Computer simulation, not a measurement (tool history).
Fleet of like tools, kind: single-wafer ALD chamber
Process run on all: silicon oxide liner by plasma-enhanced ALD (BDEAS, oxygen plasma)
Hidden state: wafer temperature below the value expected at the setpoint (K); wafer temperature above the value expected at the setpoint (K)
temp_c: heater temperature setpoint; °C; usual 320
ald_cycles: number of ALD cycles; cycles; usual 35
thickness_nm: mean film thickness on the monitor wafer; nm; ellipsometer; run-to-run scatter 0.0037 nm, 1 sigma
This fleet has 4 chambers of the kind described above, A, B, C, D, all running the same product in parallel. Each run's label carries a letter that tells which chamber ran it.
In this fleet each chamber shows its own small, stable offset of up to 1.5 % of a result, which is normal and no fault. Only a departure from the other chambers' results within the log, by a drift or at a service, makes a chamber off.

run,hour,temp_c,ald_cycles,hours since the last thermocouple change,"read-back reference wafer on the same gauge, thickness_nm",thickness_nm
1A,6.5,320,35,1466.3,2.5702,3.1347
2C,19.3,320,35,2755,2.5709,3.166
# hour 26.6: chamber A: thermocouple changed; heater temperature recalibrated
3B,28.9,320,35,82.2,2.5712,3.1284
4D,37.3,320,35,1326.8,2.5716,3.1922
5D,43.5,320,35,1333,2.5726,3.1893
6B,52.1,320,35,105.4,2.5726,3.1283
7A,62.9,313,38,36.4,2.5735,3.4402
8C,70.9,313,38,2806.6,2.5733,3.4746
9C,79.9,313,38,2815.6,2.5743,3.4798
10B,86.1,313,38,139.4,2.5741,3.4305
11D,94,320,35,1383.5,2.5746,3.1889
12A,102.2,320,35,75.7,2.5749,3.1416
13B,110.1,310,29,163.4,2.575,2.6322
14A,116.6,310,29,90.1,2.575,2.6355
15D,125.7,310,29,1415.2,2.5759,2.6909
16C,137.2,310,29,2872.9,2.5765,2.6617
17C,149.6,320,35,2885.3,2.5772,3.1729
18A,162.2,320,35,135.7,2.5777,3.1397
19D,173.9,320,35,1463.4,2.5782,3.1927
# hour 178: chamber C: thermocouple changed; heater temperature recalibrated
20B,182.3,320,35,235.6,2.5783,3.1309
21A,189.8,320,35,163.3,2.579,3.138
22C,197.2,320,35,19.3,2.5789,3.1737
23B,205.8,320,35,259.1,2.579,3.1337
24D,216.8,320,35,1506.3,2.5807,3.2001
25D,222.7,320,35,1512.2,2.5801,3.1994
26C,230.7,320,35,52.8,2.581,3.1805
27A,236.8,320,35,210.3,2.5804,3.142
28B,246.2,330,35,299.5,2.5814,3.0909
29D,255,330,35,1544.5,2.5823,3.1585
30B,261.7,330,35,315,2.5818,3.0951

Next, all 4 chambers run the settings below, one line each with question marks for the results. What does each chamber give?
31A,271.3,320,35,,,?
31B,271.3,320,35,,,?
31C,271.3,320,35,,,?
31D,271.3,320,35,,,?

run,thickness_nm
31A,3.1494
31B,3.1406
31C,3.1822
31D,3.1998
